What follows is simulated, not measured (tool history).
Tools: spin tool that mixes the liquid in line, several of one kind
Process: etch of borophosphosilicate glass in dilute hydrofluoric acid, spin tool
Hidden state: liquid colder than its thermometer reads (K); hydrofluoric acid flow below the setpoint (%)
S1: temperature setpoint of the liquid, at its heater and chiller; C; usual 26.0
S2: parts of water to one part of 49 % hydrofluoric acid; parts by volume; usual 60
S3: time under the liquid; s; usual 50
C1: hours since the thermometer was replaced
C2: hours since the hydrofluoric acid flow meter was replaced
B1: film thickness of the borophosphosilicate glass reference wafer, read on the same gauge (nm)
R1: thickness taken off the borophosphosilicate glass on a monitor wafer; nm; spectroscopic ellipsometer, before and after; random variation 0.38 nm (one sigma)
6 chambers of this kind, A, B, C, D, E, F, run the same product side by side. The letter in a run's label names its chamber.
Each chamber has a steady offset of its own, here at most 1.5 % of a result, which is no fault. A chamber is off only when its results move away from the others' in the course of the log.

run	hour	S1	S2	S3	C1	C2	B1	R1
1E	8.9	26.0	60	50	149.8	909.4	29.991	47.711
2A	14.6	26.0	60	50	856.4	643.5	29.989	47.768
3C	22.3	26.0	60	50	1098.3	260.4	30.004	48.892
4D	32.2	26.0	60	50	840.5	1866.5	30.003	47.733
5F	40.3	26.0	60	50	589.7	1718.1	30.015	47.442
6B	48.1	26.0	60	50	1457.0	188.6	29.998	48.795
7D	58.1	26.0	60	50	866.4	1892.4	30.039	48.479
8C	64.2	26.0	60	50	1140.2	302.3	30.003	47.992
9A	73.1	26.0	60	50	914.9	702.0	30.039	47.634
10B	78.4	26.0	60	50	1487.3	218.9	29.993	48.475
11F	88.3	26.0	60	50	637.7	1766.1	30.009	47.862
12E	93.2	26.0	60	50	234.1	993.7	30.000	47.805
13C	97.5	26.0	60	50	1173.5	335.6	30.002	48.148
14E	102.3	29.5	60	50	243.2	1002.8	29.994	54.244
15B	106.9	29.5	60	50	1515.8	247.4	30.001	55.772
16F	111.6	29.5	60	50	661.0	1789.4	30.014	54.980
# hour 116.0: chamber F: thermometer replaced
17D	119.1	29.5	60	50	927.4	1953.4	30.003	54.841
18A	128.2	29.5	60	50	970.0	757.1	30.028	54.631
19F	137.9	29.5	60	50	22.0	1815.7	29.996	55.409
# hour 141.6: chamber C: thermometer replaced
20D	142.7	26.0	60	50	951.0	1977.0	30.015	47.936
21A	150.1	26.0	60	50	991.9	779.0	30.008	47.740
22B	157.0	26.0	60	50	1565.9	297.5	29.995	48.199
23C	166.6	26.0	60	50	25.1	404.7	29.986	48.234
24E	175.9	26.0	60	50	316.8	1076.4	29.998	46.133
25A	182.1	26.0	60	50	1023.9	811.0	29.997	47.758
26C	190.0	26.0	60	50	48.5	428.1	29.982	48.713
27B	199.5	26.0	60	35	1608.4	340.0	30.018	33.627
28F	208.9	26.0	60	35	93.0	1886.7	29.997	32.908
29D	216.1	26.0	60	35	1024.4	2050.4	30.002	33.617
30E	223.1	26.0	60	35	364.0	1123.6	30.016	32.036
31A	229.2	26.0	60	35	1071.0	858.1	29.980	33.553
32F	233.9	26.0	60	35	118.0	1911.7	30.007	33.730
33C	241.6	26.0	45	50	100.1	479.7	29.988	65.051
34E	247.7	26.0	45	50	388.6	1148.2	30.022	61.663
35B	252.1	26.0	45	50	1661.0	392.6	30.000	66.568
36D	261.8	26.0	45	50	1070.1	2096.1	29.966	64.827
37F	267.9	26.0	45	50	152.0	1945.7	30.007	64.524
38B	276.3	26.0	45	50	1685.2	416.8	30.006	66.435
39C	283.9	28.5	60	50	142.4	522.0	30.014	53.875
40E	293.2	28.5	60	50	434.1	1193.7	29.983	49.335
41D	301.6	28.5	60	50	1109.9	2135.9	29.993	53.058
42A	306.4	28.5	60	50	1148.2	935.3	29.983	52.412

Next, every chamber runs the same settings. What will each give?
43A	313.6	26.0	45	50				?
43B	313.6	26.0	45	50				?
43C	313.6	26.0	45	50				?
43D	313.6	26.0	45	50				?
43E	313.6	26.0	45	50				?
43F	313.6	26.0	45	50				?

run	R1
43A	64.416
43B	65.274
43C	65.225
43D	64.994
43E	60.004
43F	64.282

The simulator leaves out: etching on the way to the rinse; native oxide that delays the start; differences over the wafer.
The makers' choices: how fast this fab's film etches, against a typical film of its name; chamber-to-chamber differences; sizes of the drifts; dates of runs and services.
